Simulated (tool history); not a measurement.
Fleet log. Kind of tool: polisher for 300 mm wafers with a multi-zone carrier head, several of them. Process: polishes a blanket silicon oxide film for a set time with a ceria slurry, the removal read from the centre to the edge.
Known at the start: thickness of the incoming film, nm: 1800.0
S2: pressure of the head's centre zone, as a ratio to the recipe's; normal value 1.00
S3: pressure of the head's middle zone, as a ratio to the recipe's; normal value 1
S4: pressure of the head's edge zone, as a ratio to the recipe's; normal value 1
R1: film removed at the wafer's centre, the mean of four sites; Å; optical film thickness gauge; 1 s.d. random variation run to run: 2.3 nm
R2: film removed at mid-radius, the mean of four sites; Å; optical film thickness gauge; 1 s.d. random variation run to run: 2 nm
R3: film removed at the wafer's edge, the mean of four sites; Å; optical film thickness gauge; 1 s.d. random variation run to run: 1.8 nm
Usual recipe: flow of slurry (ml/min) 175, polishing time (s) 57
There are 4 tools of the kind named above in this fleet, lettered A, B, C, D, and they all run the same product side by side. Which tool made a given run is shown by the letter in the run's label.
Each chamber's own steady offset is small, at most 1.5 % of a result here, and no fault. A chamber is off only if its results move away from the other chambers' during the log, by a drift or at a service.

{"hour": 1.4, "done": "chamber A: worn pad replaced by a new one"}
{"run": "1B", "hour": 3.6, "flow of slurry (ml/min)": 175, "S2": 1.0, "S3": 1, "S4": 1, "polishing time (s)": 57, "R1": 2033.0, "R2": 2098.2, "R3": 2114.4}
{"run": "2A", "hour": 8.7, "flow of slurry (ml/min)": 175, "S2": 1.0, "S3": 1, "S4": 1, "polishing time (s)": 57, "R1": 2071.0, "R2": 2060.1, "R3": 2095.1}
{"run": "3D", "hour": 15.8, "flow of slurry (ml/min)": 175, "S2": 1.0, "S3": 1, "S4": 1, "polishing time (s)": 57, "R1": 2057.3, "R2": 2134.5, "R3": 2065.1}
{"hour": 22.4, "done": "chamber D: worn pad replaced by a new one"}
{"run": "4C", "hour": 22.7, "flow of slurry (ml/min)": 175, "S2": 1.0, "S3": 1, "S4": 1, "polishing time (s)": 57, "R1": 2072.7, "R2": 2096.9, "R3": 2114.9}
{"run": "5C", "hour": 26.2, "flow of slurry (ml/min)": 175, "S2": 1.0, "S3": 1, "S4": 1, "polishing time (s)": 57, "R1": 2063.3, "R2": 2072.8, "R3": 2085.8}
{"run": "6D", "hour": 29.9, "flow of slurry (ml/min)": 175, "S2": 1.0, "S3": 1, "S4": 1, "polishing time (s)": 57, "R1": 2108.2, "R2": 2117.4, "R3": 2092.6}
{"run": "7B", "hour": 34.6, "flow of slurry (ml/min)": 175, "S2": 1.0, "S3": 1, "S4": 1, "polishing time (s)": 57, "R1": 2085.1, "R2": 2112.9, "R3": 2082.5}
{"run": "8A", "hour": 38.8, "flow of slurry (ml/min)": 175, "S2": 1.0, "S3": 1, "S4": 1, "polishing time (s)": 57, "R1": 2076.6, "R2": 2084.4, "R3": 2080.5}
{"run": "9C", "hour": 42.2, "flow of slurry (ml/min)": 175, "S2": 1.0, "S3": 1, "S4": 1, "polishing time (s)": 57, "R1": 2084.9, "R2": 2076.4, "R3": 2106.7}
{"run": "10A", "hour": 46.3, "flow of slurry (ml/min)": 175, "S2": 1.0, "S3": 1, "S4": 1, "polishing time (s)": 57, "R1": 2081.5, "R2": 2090.9, "R3": 2108.0}
{"hour": 52.0, "done": "chamber C: worn pad replaced by a new one"}
{"run": "11D", "hour": 52.5, "flow of slurry (ml/min)": 175, "S2": 1.0, "S3": 1, "S4": 1, "polishing time (s)": 57, "R1": 2109.3, "R2": 2071.3, "R3": 2086.2}
{"run": "12B", "hour": 55.9, "flow of slurry (ml/min)": 175, "S2": 1.0, "S3": 1, "S4": 1, "polishing time (s)": 57, "R1": 2071.0, "R2": 2092.0, "R3": 2107.4}
{"run": "13C", "hour": 59.4, "flow of slurry (ml/min)": 175, "S2": 1.0, "S3": 1, "S4": 1, "polishing time (s)": 57, "R1": 2034.4, "R2": 2119.1, "R3": 2108.0}
{"run": "14B", "hour": 66.0, "flow of slurry (ml/min)": 175, "S2": 1.0, "S3": 1, "S4": 1, "polishing time (s)": 57, "R1": 2072.8, "R2": 2088.2, "R3": 2098.2}
{"hour": 68.4, "done": "chamber A: centre zone pressure recalibrated"}
{"run": "15A", "hour": 70.0, "flow of slurry (ml/min)": 175, "S2": 1.0, "S3": 1, "S4": 1, "polishing time (s)": 57, "R1": 2074.6, "R2": 2110.4, "R3": 2096.0}
{"run": "16D", "hour": 76.5, "flow of slurry (ml/min)": 175, "S2": 1.0, "S3": 1, "S4": 1, "polishing time (s)": 57, "R1": 2105.9, "R2": 2089.7, "R3": 2068.1}
{"run": "17B", "hour": 81.4, "flow of slurry (ml/min)": 175, "S2": 1.0, "S3": 1, "S4": 1, "polishing time (s)": 57, "R1": 2082.9, "R2": 2078.6, "R3": 2118.4}
{"hour": 83.7, "done": "chamber D: worn pad replaced by a new one"}
{"run": "18C", "hour": 86.6, "flow of slurry (ml/min)": 175, "S2": 1.0, "S3": 1, "S4": 1, "polishing time (s)": 57, "R1": 2063.2, "R2": 2098.4, "R3": 2079.1}
{"run": "19A", "hour": 92.0, "flow of slurry (ml/min)": 175, "S2": 0.93, "S3": 1, "S4": 1, "polishing time (s)": 57, "R1": 1932.6, "R2": 2068.0, "R3": 2101.4}
{"run": "20D", "hour": 97.9, "flow of slurry (ml/min)": 175, "S2": 0.93, "S3": 1, "S4": 1, "polishing time (s)": 57, "R1": 1936.6, "R2": 2077.5, "R3": 2080.5}
{"run": "21A", "hour": 104.0, "flow of slurry (ml/min)": 175, "S2": 0.93, "S3": 1, "S4": 1, "polishing time (s)": 57, "R1": 1926.8, "R2": 2115.6, "R3": 2105.5}
{"run": "22C", "hour": 107.8, "flow of slurry (ml/min)": 175, "S2": 0.93, "S3": 1, "S4": 1, "polishing time (s)": 57, "R1": 1889.9, "R2": 2074.7, "R3": 2084.9}
{"run": "23D", "hour": 114.9, "flow of slurry (ml/min)": 175, "S2": 1.0, "S3": 1, "S4": 1, "polishing time (s)": 57, "R1": 2091.2, "R2": 2074.6, "R3": 2067.7}
{"run": "24B", "hour": 119.9, "flow of slurry (ml/min)": 175, "S2": 1.0, "S3": 1, "S4": 1, "polishing time (s)": 57, "R1": 2070.9, "R2": 2105.6, "R3": 2118.3}
{"hour": 122.3, "done": "chamber C: worn pad replaced by a new one"}
{"hour": 125.0, "done": "chamber A: slurry nozzle cleaned"}
{"run": "25A", "hour": 126.1, "flow of slurry (ml/min)": 175, "S2": 1.0, "S3": 1, "S4": 1, "polishing time (s)": 57, "R1": 2118.9, "R2": 2127.3, "R3": 2113.3}
{"hour": 128.6, "done": "chamber B: centre zone pressure recalibrated"}
{"hour": 130.1, "done": "chamber B: worn pad replaced by a new one"}
{"run": "26B", "hour": 132.6, "flow of slurry (ml/min)": 175, "S2": 1.0, "S3": 1, "S4": 1, "polishing time (s)": 57, "R1": 2100.2, "R2": 2083.7, "R3": 2090.2}
{"run": "27D", "hour": 138.3, "flow of slurry (ml/min)": 175, "S2": 1.0, "S3": 1, "S4": 1, "polishing time (s)": 57, "R1": 2102.8, "R2": 2090.1, "R3": 2108.5}
{"run": "28C", "hour": 142.2, "flow of slurry (ml/min)": 175, "S2": 1.0, "S3": 1, "S4": 1, "polishing time (s)": 57, "R1": 2040.9, "R2": 2094.5, "R3": 2105.5}
{"run": "29C", "hour": 147.1, "flow of slurry (ml/min)": 175, "S2": 1.0, "S3": 1, "S4": 1, "polishing time (s)": 41, "R1": 1494.8, "R2": 1504.6, "R3": 1493.2}
{"hour": 148.3, "done": "chamber D: worn pad replaced by a new one"}
{"run": "30B", "hour": 153.9, "flow of slurry (ml/min)": 175, "S2": 1.0, "S3": 1, "S4": 1, "polishing time (s)": 41, "R1": 1479.3, "R2": 1482.1, "R3": 1510.1}
{"run": "31A", "hour": 157.4, "flow of slurry (ml/min)": 175, "S2": 1.0, "S3": 1, "S4": 1, "polishing time (s)": 41, "R1": 1540.9, "R2": 1489.1, "R3": 1510.7}
{"run": "32D", "hour": 162.5, "flow of slurry (ml/min)": 175, "S2": 1.0, "S3": 1, "S4": 1, "polishing time (s)": 41, "R1": 1528.6, "R2": 1523.2, "R3": 1489.0}
{"run": "33C", "hour": 167.0, "flow of slurry (ml/min)": 175, "S2": 1.0, "S3": 1, "S4": 1, "polishing time (s)": 57, "R1": 2095.2, "R2": 2121.0, "R3": 2114.7}
{"run": "34B", "hour": 172.3, "flow of slurry (ml/min)": 175, "S2": 1.0, "S3": 1, "S4": 1, "polishing time (s)": 57, "R1": 2028.8, "R2": 2113.9, "R3": 2083.0}
{"run": "35A", "hour": 178.4, "flow of slurry (ml/min)": 175, "S2": 1.0, "S3": 1, "S4": 1, "polishing time (s)": 57, "R1": 2101.0, "R2": 2094.3, "R3": 2061.0}
{"hour": 180.5, "done": "chamber D: centre zone pressure recalibrated"}
{"run": "36D", "hour": 183.0, "flow of slurry (ml/min)": 175, "S2": 1.0, "S3": 1, "S4": 1, "polishing time (s)": 57, "R1": 2139.6, "R2": 2060.4, "R3": 2067.3}

For the next run the whole fleet of 4 chambers uses the same settings. Give each chamber's results:
{"run": "37A", "hour": 188.4, "flow of slurry (ml/min)": 175, "S2": 1.0, "S3": 1, "S4": 1, "polishing time (s)": 57, "R1": "?", "R2": "?", "R3": "?"}
{"run": "37B", "hour": 188.4, "flow of slurry (ml/min)": 175, "S2": 1.0, "S3": 1, "S4": 1, "polishing time (s)": 57, "R1": "?", "R2": "?", "R3": "?"}
{"run": "37C", "hour": 188.4, "flow of slurry (ml/min)": 175, "S2": 1.0, "S3": 1, "S4": 1, "polishing time (s)": 57, "R1": "?", "R2": "?", "R3": "?"}
{"run": "37D", "hour": 188.4, "flow of slurry (ml/min)": 175, "S2": 1.0, "S3": 1, "S4": 1, "polishing time (s)": 57, "R1": "?", "R2": "?", "R3": "?"}

run=37A R1=2082.3 R2=2085.9 R3=2066.2
run=37B R1=2096.4 R2=2106.3 R3=2069.3
run=37C R1=2116.8 R2=2108.1 R3=2144.3
run=37D R1=2101.2 R2=2077.5 R3=2079.2
